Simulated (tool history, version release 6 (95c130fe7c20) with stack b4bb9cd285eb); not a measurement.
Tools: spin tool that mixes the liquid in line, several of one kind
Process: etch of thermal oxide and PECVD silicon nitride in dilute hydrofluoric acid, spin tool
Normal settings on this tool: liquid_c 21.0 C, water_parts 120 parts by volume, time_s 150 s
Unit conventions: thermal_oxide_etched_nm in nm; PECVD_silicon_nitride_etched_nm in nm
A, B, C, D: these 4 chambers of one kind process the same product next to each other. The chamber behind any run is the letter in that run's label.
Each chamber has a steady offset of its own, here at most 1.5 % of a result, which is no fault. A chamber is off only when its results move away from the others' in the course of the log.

run   hour  liquid_c  water_parts  time_s  read-back film thickness of the thermal oxide reference wafer, read on the same gauge (nm)  read-back film thickness of the PECVD silicon nitride reference wafer, read on the same gauge (nm)  thermal_oxide_etched_nm  PECVD_silicon_nitride_etched_nm
 1A   12.6      21.0          120     150                                                                                      110.05                                                                                              99.981                   5.1085                           2.0965
 2C   20.8      21.0          120     150                                                                                      110.03                                                                                              99.989                   5.1251                           2.0225
 3D   35.6      21.0          120     150                                                                                      110.00                                                                                             100.030                   5.1738                           2.0855
 4B   46.5      21.0          120     150                                                                                      109.99                                                                                             100.010                   5.1596                           2.0880
 5C   54.3      21.0          120     150                                                                                      110.00                                                                                             100.010                   5.2686                           2.0120
 6B   69.8      23.0          120     195                                                                                      109.98                                                                                             100.010                   7.2462                           3.0667
 7A   85.8      23.0          120     195                                                                                      110.00                                                                                              99.985                   7.3046                           3.1137
 8D   97.8      23.0          120     195                                                                                      109.93                                                                                             100.020                   7.3224                           3.1239
 9B  107.3      23.0          120     195                                                                                      110.04                                                                                             100.010                   7.2800                           3.0193
10D  120.3      21.0          120     150                                                                                      110.00                                                                                             100.000                   5.1419                           2.0726
11C  131.9      21.0          120     150                                                                                      109.99                                                                                             100.000                   5.0789                           2.0713
12A  144.8      21.0          120     150                                                                                      110.01                                                                                             100.000                   5.1899                           2.0843
13C  153.6      21.0          175     150                                                                                      109.98                                                                                              99.982                   3.3350                           1.4421
14B  167.0      21.0          175     150                                                                                      109.99                                                                                              99.981                   3.3010                           1.4101
15D  180.2      21.0          175     150                                                                                      110.04                                                                                              99.991                   3.3606                           1.4307
16A  187.7      21.0          175     150                                                                                      109.99                                                                                             100.010                   3.3878                           1.4604
17B  201.5      21.0          120     150                                                                                      110.03                                                                                              99.960                   5.1339                           2.0580
18A  212.6      21.0          120     150                                                                                      110.02                                                                                             100.020                   5.2923                           2.1458
19C  223.3      21.0          120     150                                                                                      109.99                                                                                              99.969                   5.1157                           2.0577
20D  232.9      21.0          120     150                                                                                      110.03                                                                                             100.010                   5.1687                           2.0368
21A  243.3      21.0          120     150                                                                                      109.98                                                                                              99.972                   5.3857                           2.0823
22C  253.7      21.0          120     150                                                                                      109.98                                                                                             100.010                   5.1157                           2.0608
23D  266.9      21.0          120     150                                                                                      109.98                                                                                             100.020                   5.1834                           2.0706
24B  283.0      25.5          120     150                                                                                      110.05                                                                                              99.991                   6.0150                           2.8001
25B  299.0      25.5          120     150                                                                                      110.03                                                                                              99.992                   6.2090                           2.7194
26D  313.3      25.5          120     150                                                                                      110.02                                                                                             100.010                   6.1342                           2.8181
27A  329.6      25.5          120     150                                                                                      110.00                                                                                             100.010                   6.5943                           2.9328
28C  339.1      21.0          120     150                                                                                      109.95                                                                                             100.020                   5.2348                           2.1262
29D  350.2      21.0          120     150                                                                                      109.97                                                                                             100.010                   5.1568                           2.0832
30C  359.4      21.0          120     150                                                                                      109.97                                                                                              99.976                   5.1499                           2.0204
31B  367.4      21.0          120     180                                                                                      110.03                                                                                             100.010                   6.2190                           2.5496
32A  383.6      21.0          120     180                                                                                      110.03                                                                                              99.977                   6.6361                           2.6165
     394.2  -- chamber C: thermometer replaced
33A  395.5      21.0          120     180                                                                                      110.03                                                                                              99.989                   6.5687                           2.6189
34B  411.9      21.0          120     180                                                                                      109.98                                                                                             100.000                   6.1406                           2.4875
     413.4  -- chamber D: thermometer replaced
35D  422.9      21.0          120     150                                                                                      110.05                                                                                             100.030                   5.1470                           2.0525
36C  433.3      21.0          120     150                                                                                      110.05                                                                                             100.010                   5.1069                           2.0363
37B  448.1      21.0          120     150                                                                                      109.99                                                                                             100.010                   5.1852                           2.0249

Is one chamber off against the others, does the gauge drift, or is nothing wrong? If a chamber is off, say which, and what the likeliest cause is.

It is chamber A that slowly wanders off from its peers.
Most likely cause: hydrofluoric acid flow above the setpoint (%) = 6.44.

Here are 4 candidates for chamber A's next run, each the usual settings with a change, their results left as question marks. Which one brings its results back in line with what the others give on the usual settings?
In line here means within this much of the mean the other chambers give on the usual settings: thermal_oxide_etched_nm 0.1600 nm; PECVD_silicon_nitride_etched_nm 0.1000 nm
38A-1  460.1      21.0          115     155                                                                                                                                                                                                                        ?                                ?
38A-2  460.1      21.0          125     145                                                                                                                                                                                                                        ?                                ?
38A-3  460.1      21.0          120     155                                                                                                                                                                                                                        ?                                ?
38A-4  460.1      21.0          120     145                                                                                                                                                                                                                        ?                                ?

On the usual settings, the other chambers give on average: thermal_oxide_etched_nm 5.1461 nm; PECVD_silicon_nitride_etched_nm 2.0588 nm
  run  thermal_oxide_etched_nm  PECVD_silicon_nitride_etched_nm
38A-1                   6.0903                           2.4044
38A-2                   5.1857                           2.0727
38A-3                   5.8055                           2.3062
38A-4                   5.4310                           2.1574
It is 38A-2 that realigns the chamber with its peers.

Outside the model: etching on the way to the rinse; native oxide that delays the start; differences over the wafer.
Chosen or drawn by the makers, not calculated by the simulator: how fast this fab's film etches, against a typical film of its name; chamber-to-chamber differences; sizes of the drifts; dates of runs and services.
